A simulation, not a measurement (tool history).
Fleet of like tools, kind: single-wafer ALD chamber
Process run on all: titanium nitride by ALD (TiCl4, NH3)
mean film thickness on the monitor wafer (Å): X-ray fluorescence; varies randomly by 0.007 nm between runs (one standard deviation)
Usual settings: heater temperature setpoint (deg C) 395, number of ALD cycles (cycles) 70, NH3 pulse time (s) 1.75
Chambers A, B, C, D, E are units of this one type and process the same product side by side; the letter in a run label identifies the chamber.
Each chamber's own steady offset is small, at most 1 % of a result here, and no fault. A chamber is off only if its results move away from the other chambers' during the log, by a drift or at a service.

run   hour  heater temperature setpoint (deg C)  number of ALD cycles (cycles)  NH3 pulse time (s)  hours since the last thermocouple change  read-back reference wafer on the same gauge, thickness_nm  mean film thickness on the monitor wafer (Å)
 1A    6.4                                  395                             70                1.75                                     680.7                                                     1.5775                                        15.353
 2C   11.6                                  395                             70                1.75                                     843.2                                                     1.5797                                        15.171
 3D   17.1                                  395                             70                1.75                                    2154.2                                                     1.5797                                        15.338
 4E   24.8                                  395                             70                1.75                                     199.1                                                     1.5816                                         15.15
 5B   34.5                                  395                             70                1.75                                     334.7                                                     1.5783                                        15.454
 6D   43.1                                  395                             70                1.75                                    2180.2                                                     1.5807                                        15.284
 7C   50.9                                  395                             70                1.75                                     882.5                                                     1.5786                                        15.229
 8A   56.6                                  395                             70                1.75                                     730.9                                                     1.5803                                        15.139
 9B     67                                  395                             70                1.75                                     367.2                                                      1.579                                        15.361
10E   76.8                                  387                             70                1.75                                     251.1                                                     1.5801                                        15.192
11D   84.1                                  387                             70                1.75                                    2221.2                                                      1.579                                        15.224
12A   92.5                                  387                             70                1.75                                     766.8                                                     1.5801                                        15.163
13E   98.8                                  387                             70                1.75                                     273.1                                                     1.5806                                        14.999
14B  108.6                                  387                             70                1.75                                     408.8                                                     1.5788                                        15.296
15C    118                                  395                             70                1.75                                     949.6                                                     1.5808                                        15.145
16E    124                                  395                             70                1.75                                     298.3                                                     1.5789                                        15.201
17A  129.5                                  395                             70                1.75                                     803.8                                                     1.5799                                        15.345
18C  139.3                                  395                             70                1.75                                     970.9                                                     1.5808                                        15.093
19B  146.4                                  395                             70                1.54                                     446.6                                                     1.5811                                        15.374
20D  156.6                                  395                             70                1.54                                    2293.7                                                       1.58                                        15.295
21A  163.6                                  395                             70                1.54                                     837.9                                                     1.5786                                        15.073
22B  170.6                                  395                             70                1.54                                     470.8                                                     1.5796                                         15.33
23C  175.5                                  395                             70                1.54                                    1007.1                                                     1.5823                                        15.155
24E  185.6                                  395                             70                1.75                                     359.9                                                     1.5816                                        15.278
25D  196.3                                  407                             60                1.75                                    2333.4                                                     1.5809                                         13.17
26B  206.6                                  407                             60                1.75                                     506.8                                                      1.578                                         13.29
27D  217.6                                  407                             60                1.75                                    2354.7                                                     1.5804                                        13.233
28C  228.7                                  407                             60                1.75                                    1060.3                                                     1.5799                                        13.222
29A  234.2                                  407                             60                1.75                                     908.5                                                     1.5797                                        12.992
30E  240.3                                  395                             70                1.75                                     414.6                                                     1.5789                                        15.253
31B  248.7                                  395                             70                1.75                                     548.9                                                      1.582                                        15.381
32E  254.7                                  395                             70                1.75                                       429                                                     1.5802                                        15.233
33C  263.2                                  395                             70                1.75                                    1094.8                                                     1.5789                                        15.357
34A    273                                  395                             70                1.75                                     947.3                                                     1.5803                                        15.102
     277.1  -- chamber C: thermocouple changed; heater temperature recalibrated
35D  281.1                                  395                             70                1.75                                    2418.2                                                     1.5813                                        15.259
36E  291.1                                  395                             70                1.75                                     465.4                                                     1.5814                                        15.227
37D    296                                  395                             70                1.75                                    2433.1                                                     1.5785                                        15.399
38A  307.2                                  395                             70                1.75                                     981.5                                                     1.5824                                        15.228
39B  315.2                                  395                             70                1.75                                     615.4                                                      1.579                                        15.413
40C  324.7                                  395                             70                1.75                                      47.6                                                     1.5801                                        15.242
41D  332.5                                  395                             70                1.75                                    2469.6                                                     1.5817                                         15.23
42C  337.7                                  395                             70                1.75                                      60.6                                                     1.5811                                        15.316
43B  346.9                                  395                             70                1.75                                     647.1                                                     1.5815                                        15.436

The same settings go to every chamber for the next run, one line per chamber below. Forecast the results for each:
44A  355.1                                  395                             70                1.75                                                                                                                                                  ?
44B  355.1                                  395                             70                1.75                                                                                                                                                  ?
44C  355.1                                  395                             70                1.75                                                                                                                                                  ?
44D  355.1                                  395                             70                1.75                                                                                                                                                  ?
44E  355.1                                  395                             70                1.75                                                                                                                                                  ?

run  mean film thickness on the monitor wafer (Å)
44A                                        15.231
44B                                        15.381
44C                                        15.158
44D                                        15.272
44E                                        15.226

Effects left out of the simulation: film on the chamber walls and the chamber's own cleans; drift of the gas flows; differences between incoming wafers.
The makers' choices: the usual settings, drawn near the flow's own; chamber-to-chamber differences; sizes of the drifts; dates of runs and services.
